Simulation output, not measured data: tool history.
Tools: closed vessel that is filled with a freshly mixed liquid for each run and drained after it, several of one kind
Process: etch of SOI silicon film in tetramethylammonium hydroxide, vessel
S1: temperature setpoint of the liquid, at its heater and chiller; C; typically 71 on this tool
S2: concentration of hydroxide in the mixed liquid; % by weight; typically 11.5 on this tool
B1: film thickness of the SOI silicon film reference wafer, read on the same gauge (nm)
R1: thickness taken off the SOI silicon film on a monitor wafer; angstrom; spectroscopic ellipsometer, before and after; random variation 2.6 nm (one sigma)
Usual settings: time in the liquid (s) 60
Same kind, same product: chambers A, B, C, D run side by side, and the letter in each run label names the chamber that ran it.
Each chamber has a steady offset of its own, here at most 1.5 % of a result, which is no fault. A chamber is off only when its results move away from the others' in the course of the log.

{"run": "1A", "hour": 10.7, "S1": 71, "S2": 11.5, "time in the liquid (s)": 60, "B1": 100.02, "R1": 4185.3}
{"run": "2D", "hour": 22.3, "S1": 71, "S2": 11.5, "time in the liquid (s)": 60, "B1": 100.01, "R1": 4247.0}
{"run": "3B", "hour": 31.2, "S1": 71, "S2": 11.5, "time in the liquid (s)": 60, "B1": 99.987, "R1": 4226.3}
{"run": "4C", "hour": 37.8, "S1": 71, "S2": 11.5, "time in the liquid (s)": 60, "B1": 99.983, "R1": 4215.5}
{"run": "5C", "hour": 46.8, "S1": 67, "S2": 9.0, "time in the liquid (s)": 60, "B1": 99.977, "R1": 3645.2}
{"run": "6B", "hour": 55.8, "S1": 67, "S2": 9.0, "time in the liquid (s)": 60, "B1": 100.02, "R1": 3599.2}
{"run": "7D", "hour": 68.8, "S1": 67, "S2": 9.0, "time in the liquid (s)": 60, "B1": 100.01, "R1": 3651.8}
{"run": "8A", "hour": 77.3, "S1": 67, "S2": 9.0, "time in the liquid (s)": 60, "B1": 100.01, "R1": 3621.5}
{"run": "9D", "hour": 84.6, "S1": 71, "S2": 13.0, "time in the liquid (s)": 60, "B1": 99.992, "R1": 4032.7}
{"run": "10C", "hour": 91.7, "S1": 71, "S2": 13.0, "time in the liquid (s)": 60, "B1": 99.988, "R1": 3994.4}
{"run": "11A", "hour": 102.9, "S1": 71, "S2": 13.0, "time in the liquid (s)": 60, "B1": 100.01, "R1": 4003.7}
{"run": "12B", "hour": 116.2, "S1": 71, "S2": 13.0, "time in the liquid (s)": 60, "B1": 100.02, "R1": 4003.6}
{"run": "13D", "hour": 126.6, "S1": 71, "S2": 11.5, "time in the liquid (s)": 60, "B1": 100.01, "R1": 4216.4}
{"hour": 138.0, "done": "chamber C: thermometer replaced"}
{"run": "14C", "hour": 141.6, "S1": 71, "S2": 11.5, "time in the liquid (s)": 40, "B1": 100.01, "R1": 2799.0}
{"run": "15B", "hour": 148.8, "S1": 71, "S2": 11.5, "time in the liquid (s)": 40, "B1": 99.984, "R1": 2811.9}
{"run": "16A", "hour": 159.5, "S1": 71, "S2": 11.5, "time in the liquid (s)": 40, "B1": 99.965, "R1": 2801.6}
{"run": "17A", "hour": 173.0, "S1": 71, "S2": 11.5, "time in the liquid (s)": 40, "B1": 99.974, "R1": 2787.4}
{"run": "18B", "hour": 185.8, "S1": 71, "S2": 11.5, "time in the liquid (s)": 60, "B1": 99.978, "R1": 4254.5}
{"run": "19C", "hour": 194.0, "S1": 71, "S2": 11.5, "time in the liquid (s)": 60, "B1": 100.01, "R1": 4157.0}
{"run": "20D", "hour": 208.3, "S1": 75, "S2": 11.5, "time in the liquid (s)": 60, "B1": 99.996, "R1": 5333.4}
{"run": "21D", "hour": 216.8, "S1": 75, "S2": 11.5, "time in the liquid (s)": 60, "B1": 99.969, "R1": 5254.7}
{"run": "22C", "hour": 230.9, "S1": 75, "S2": 11.5, "time in the liquid (s)": 60, "B1": 99.973, "R1": 5265.7}
{"run": "23B", "hour": 244.3, "S1": 75, "S2": 11.5, "time in the liquid (s)": 60, "B1": 100.01, "R1": 5328.5}
{"run": "24A", "hour": 252.5, "S1": 71, "S2": 11.5, "time in the liquid (s)": 60, "B1": 100.02, "R1": 4177.5}
{"run": "25B", "hour": 267.2, "S1": 71, "S2": 11.5, "time in the liquid (s)": 60, "B1": 100.02, "R1": 4177.2}
{"run": "26A", "hour": 280.4, "S1": 71, "S2": 11.5, "time in the liquid (s)": 60, "B1": 99.994, "R1": 4239.3}
{"run": "27C", "hour": 290.8, "S1": 71, "S2": 11.5, "time in the liquid (s)": 60, "B1": 100.02, "R1": 4204.3}
{"run": "28D", "hour": 298.4, "S1": 71, "S2": 11.5, "time in the liquid (s)": 60, "B1": 99.996, "R1": 4261.5}
{"run": "29B", "hour": 306.2, "S1": 71, "S2": 11.5, "time in the liquid (s)": 60, "B1": 100.03, "R1": 4207.6}
{"run": "30A", "hour": 315.2, "S1": 71, "S2": 11.5, "time in the liquid (s)": 60, "B1": 100.01, "R1": 4199.1}
{"run": "31D", "hour": 326.3, "S1": 71, "S2": 11.5, "time in the liquid (s)": 60, "B1": 100.01, "R1": 4187.3}
{"run": "32C", "hour": 339.7, "S1": 71, "S2": 11.5, "time in the liquid (s)": 45, "B1": 99.973, "R1": 3158.0}

Next, every chamber runs the same settings. What will each give?
{"run": "33A", "hour": 350.4, "S1": 78, "S2": 11.5, "time in the liquid (s)": 60, "R1": "?"}
{"run": "33B", "hour": 350.4, "S1": 78, "S2": 11.5, "time in the liquid (s)": 60, "R1": "?"}
{"run": "33C", "hour": 350.4, "S1": 78, "S2": 11.5, "time in the liquid (s)": 60, "R1": "?"}
{"run": "33D", "hour": 350.4, "S1": 78, "S2": 11.5, "time in the liquid (s)": 60, "R1": "?"}

run=33A R1=6258.9
run=33B R1=6300.7
run=33C R1=6303.0
run=33D R1=6235.9
